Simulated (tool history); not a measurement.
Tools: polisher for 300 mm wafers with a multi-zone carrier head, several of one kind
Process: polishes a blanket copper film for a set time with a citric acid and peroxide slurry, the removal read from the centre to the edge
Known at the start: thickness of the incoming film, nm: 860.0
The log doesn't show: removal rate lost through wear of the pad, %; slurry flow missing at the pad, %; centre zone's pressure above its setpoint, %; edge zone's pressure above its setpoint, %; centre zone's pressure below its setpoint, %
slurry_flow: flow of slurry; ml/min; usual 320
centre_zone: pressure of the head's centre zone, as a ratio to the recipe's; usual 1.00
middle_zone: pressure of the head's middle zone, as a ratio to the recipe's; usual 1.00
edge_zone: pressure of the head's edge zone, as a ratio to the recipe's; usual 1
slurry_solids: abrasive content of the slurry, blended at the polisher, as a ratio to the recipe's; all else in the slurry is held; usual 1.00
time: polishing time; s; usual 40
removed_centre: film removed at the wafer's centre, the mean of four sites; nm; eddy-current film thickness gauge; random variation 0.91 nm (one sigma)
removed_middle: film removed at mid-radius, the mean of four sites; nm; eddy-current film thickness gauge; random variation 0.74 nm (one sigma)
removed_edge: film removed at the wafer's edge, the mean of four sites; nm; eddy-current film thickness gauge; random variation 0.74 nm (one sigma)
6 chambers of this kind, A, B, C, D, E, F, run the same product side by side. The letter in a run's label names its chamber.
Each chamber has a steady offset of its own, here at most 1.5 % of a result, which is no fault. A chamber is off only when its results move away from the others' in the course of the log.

| run | day | slurry_flow | centre_zone | middle_zone | edge_zone | slurry_solids | time | wafers polished on this pad | hours since the slurry nozzle was cleaned | hours since the centre zone pressure was calibrated | hours since the edge zone pressure was calibrated | removed_centre | removed_middle | removed_edge |
|---|---|---|---|---|---|---|---|---|---|---|---|---|---|---|
| 1B | 0.221 | 320 | 1.00 | 1.00 | 1 | 1.00 | 40 | 334 | 288.6 | 638.9 | 60.2 | 77.552 | 79.028 | 75.544 |
| 2E | 0.425 | 320 | 1.00 | 1.00 | 1 | 1.00 | 40 | 1017 | 471.4 | 608.5 | 152.0 | 78.284 | 77.887 | 77.099 |
| 3F | 0.642 | 320 | 1.00 | 1.00 | 1 | 1.00 | 40 | 533 | 572.1 | 723.0 | 600.7 | 80.266 | 78.498 | 78.904 |
| 4C | 0.833 | 320 | 1.00 | 1.00 | 1 | 1.00 | 40 | 379 | 296.0 | 282.5 | 247.3 | 78.338 | 77.153 | 77.665 |
| 5A | 0.992 | 320 | 1.00 | 1.00 | 1 | 1.00 | 40 | 1074 | 352.6 | 365.5 | 1403.0 | 78.119 | 76.761 | 77.248 |
|  | 1.054 | chamber A: worn pad replaced by a new one |
|  | 1.104 | chamber E: worn pad replaced by a new one |
| 6D | 1.133 | 320 | 1.00 | 1.00 | 1 | 1.00 | 40 | 1254 | 381.2 | 196.4 | 404.7 | 78.028 | 76.666 | 77.892 |
| 7E | 1.317 | 320 | 1.00 | 1.00 | 1 | 1.00 | 40 | 69 | 492.8 | 629.9 | 173.4 | 79.402 | 77.550 | 77.106 |
| 8C | 1.433 | 320 | 1.00 | 1.00 | 1 | 1.00 | 40 | 573 | 310.4 | 296.9 | 261.7 | 77.586 | 79.373 | 78.334 |
|  | 1.471 | chamber D: worn pad replaced by a new one |
| 9A | 1.654 | 320 | 1.00 | 1.00 | 1 | 1.00 | 40 | 193 | 368.5 | 381.4 | 1418.9 | 79.831 | 77.482 | 77.643 |
|  | 1.658 | chamber B: worn pad replaced by a new one |
| 10D | 1.829 | 320 | 1.00 | 1.00 | 1 | 1.00 | 40 | 116 | 397.9 | 213.1 | 421.4 | 79.687 | 76.883 | 79.255 |
| 11B | 2.004 | 320 | 1.00 | 1.00 | 1 | 1.00 | 40 | 112 | 331.4 | 681.7 | 103.0 | 80.130 | 77.677 | 77.166 |
|  | 2.100 | chamber F: worn pad replaced by a new one |
|  | 2.150 | chamber C: worn pad replaced by a new one |
| 12F | 2.208 | 320 | 1.00 | 1.00 | 1 | 1.00 | 40 | 35 | 609.7 | 760.6 | 638.3 | 79.897 | 78.110 | 78.473 |
|  | 2.396 | chamber E: slurry nozzle cleaned |
| 13A | 2.408 | 320 | 1.00 | 1.00 | 1 | 1.00 | 40 | 437 | 386.6 | 399.5 | 1437.0 | 77.840 | 77.210 | 78.264 |
| 14D | 2.538 | 320 | 0.92 | 1.00 | 1 | 1.00 | 40 | 344 | 414.9 | 230.1 | 438.4 | 75.399 | 78.964 | 79.054 |
| 15F | 2.667 | 320 | 0.92 | 1.00 | 1 | 1.00 | 40 | 183 | 620.7 | 771.6 | 649.3 | 72.468 | 78.671 | 78.565 |
| 16B | 2.842 | 320 | 0.92 | 1.00 | 1 | 1.00 | 40 | 383 | 351.5 | 701.8 | 123.1 | 72.853 | 79.784 | 78.396 |
| 17C | 2.954 | 320 | 0.92 | 1.00 | 1 | 1.00 | 40 | 259 | 346.9 | 333.4 | 298.2 | 70.152 | 78.345 | 79.575 |
| 18E | 3.133 | 320 | 0.92 | 1.00 | 1 | 1.00 | 40 | 655 | 17.8 | 673.5 | 217.0 | 72.012 | 78.130 | 78.553 |
| 19A | 3.312 | 320 | 0.92 | 1.00 | 1 | 1.00 | 40 | 729 | 408.3 | 421.2 | 1458.7 | 72.930 | 78.264 | 77.110 |
|  | 3.442 | chamber B: slurry nozzle cleaned |
| 20B | 3.538 | 320 | 1.00 | 1.00 | 1 | 1.15 | 40 | 608 | 2.3 | 718.5 | 139.8 | 80.035 | 79.880 | 78.839 |
| 21D | 3.679 | 320 | 1.00 | 1.00 | 1 | 1.15 | 40 | 713 | 442.3 | 257.5 | 465.8 | 84.809 | 79.699 | 80.956 |
|  | 3.800 | chamber F: edge zone pressure recalibrated |
| 22C | 3.904 | 320 | 1.00 | 1.00 | 1 | 1.15 | 40 | 566 | 369.7 | 356.2 | 321.0 | 80.247 | 81.735 | 82.392 |
|  | 3.996 | chamber B: worn pad replaced by a new one |
| 23F | 4.075 | 320 | 1.00 | 1.00 | 1 | 1.15 | 40 | 638 | 654.5 | 805.4 | 6.7 | 80.397 | 79.698 | 81.015 |
| 24E | 4.204 | 320 | 1.00 | 1.00 | 1 | 1.15 | 40 | 1001 | 43.5 | 699.2 | 242.7 | 79.611 | 81.173 | 80.646 |
|  | 4.358 | chamber C: worn pad replaced by a new one |
| 25F | 4.392 | 320 | 1.00 | 1.00 | 1 | 1.15 | 40 | 740 | 662.1 | 813.0 | 14.3 | 81.037 | 81.330 | 80.421 |
|  | 4.412 | chamber E: worn pad replaced by a new one |
| 26D | 4.567 | 320 | 1.00 | 1.00 | 1 | 1.00 | 40 | 999 | 463.6 | 278.8 | 487.1 | 83.166 | 78.718 | 79.688 |
|  | 4.629 | chamber A: edge zone pressure recalibrated |
| 27C | 4.679 | 320 | 1.00 | 1.00 | 1 | 1.00 | 40 | 104 | 388.3 | 374.8 | 339.6 | 76.866 | 78.156 | 77.461 |
| 28E | 4.808 | 320 | 1.00 | 1.00 | 1 | 1.10 | 40 | 128 | 58.0 | 713.7 | 257.2 | 79.921 | 79.261 | 80.019 |
|  | 4.962 | chamber A: worn pad replaced by a new one |
|  | 5.017 | chamber D: slurry nozzle cleaned |
| 29A | 5.017 | 320 | 1.00 | 1.00 | 1 | 1.10 | 40 | 17 | 449.2 | 462.1 | 9.3 | 80.801 | 79.852 | 79.560 |
| 30B | 5.229 | 320 | 1.00 | 1.00 | 1 | 1.10 | 40 | 398 | 42.9 | 759.1 | 180.4 | 81.718 | 80.324 | 79.533 |
| 31C | 5.388 | 320 | 1.00 | 1.00 | 1 | 1.10 | 40 | 332 | 405.3 | 391.8 | 356.6 | 79.692 | 79.328 | 79.848 |
|  | 5.396 | chamber F: worn pad replaced by a new one |
| 32A | 5.621 | 320 | 1.00 | 1.00 | 1 | 1.10 | 40 | 212 | 463.7 | 476.6 | 23.8 | 81.920 | 79.266 | 80.671 |
| 33D | 5.817 | 320 | 1.00 | 1.00 | 1 | 1.10 | 40 | 1403 | 19.3 | 308.8 | 517.1 | 86.391 | 80.675 | 81.708 |
| 34F | 6.054 | 320 | 1.00 | 1.00 | 1 | 1.00 | 40 | 212 | 702.0 | 852.9 | 54.2 | 76.842 | 78.448 | 79.275 |
|  | 6.212 | chamber D: worn pad replaced by a new one |
| 35E | 6.267 | 320 | 1.00 | 0.96 | 1 | 1.00 | 40 | 599 | 93.0 | 748.7 | 292.2 | 76.660 | 74.604 | 77.972 |
| 36B | 6.496 | 320 | 1.00 | 0.96 | 1 | 1.00 | 40 | 807 | 73.3 | 789.5 | 210.8 | 78.269 | 74.400 | 78.080 |
| 37D | 6.638 | 320 | 1.00 | 0.96 | 1 | 1.00 | 40 | 138 | 39.0 | 328.5 | 536.8 | 86.656 | 74.627 | 79.869 |
| 38F | 6.825 | 320 | 1.00 | 0.96 | 1 | 1.00 | 40 | 461 | 720.5 | 871.4 | 72.7 | 78.071 | 75.337 | 78.226 |

Is one chamber off against the others, does the gauge drift, or is nothing wrong? If a chamber is off, say which, and what the likeliest cause is.

Chamber D drifts away from the others.
Cause: centre zone's pressure above its setpoint, % = 10.1.

Here are 4 candidates for chamber D's next run, each the usual settings with a change, their results left as question marks. Which one brings its results back in line with what the others give on the usual settings?
In line means no further than this from the other chambers' mean on the usual settings: removed_centre 3.200 nm; removed_middle 2.600 nm; removed_edge 2.600 nm
| 39D-1 | 6.996 | 315 | 0.87 | 1.05 | 1.03 | 1.00 | 39 |  |  |  |  | ? | ? | ? |
| 39D-2 | 6.996 | 325 | 1.08 | 0.97 | 0.98 | 1.00 | 41 |  |  |  |  | ? | ? | ? |
| 39D-3 | 6.996 | 315 | 0.92 | 1.03 | 1.02 | 1.00 | 39 |  |  |  |  | ? | ? | ? |
| 39D-4 | 6.996 | 330 | 1.14 | 0.95 | 0.96 | 1.00 | 42 |  |  |  |  | ? | ? | ? |

The other chambers' mean on the usual settings: removed_centre 78.435 nm; removed_middle 78.211 nm; removed_edge 78.374 nm
| run | removed_centre | removed_middle | removed_edge |
|---|---|---|---|
| 39D-1 | 72.692 | 79.156 | 78.556 |
| 39D-2 | 96.948 | 77.579 | 80.747 |
| 39D-3 | 77.275 | 77.764 | 78.179 |
| 39D-4 | 105.410 | 78.072 | 81.958 |
39D-3 brings the chamber back in line.

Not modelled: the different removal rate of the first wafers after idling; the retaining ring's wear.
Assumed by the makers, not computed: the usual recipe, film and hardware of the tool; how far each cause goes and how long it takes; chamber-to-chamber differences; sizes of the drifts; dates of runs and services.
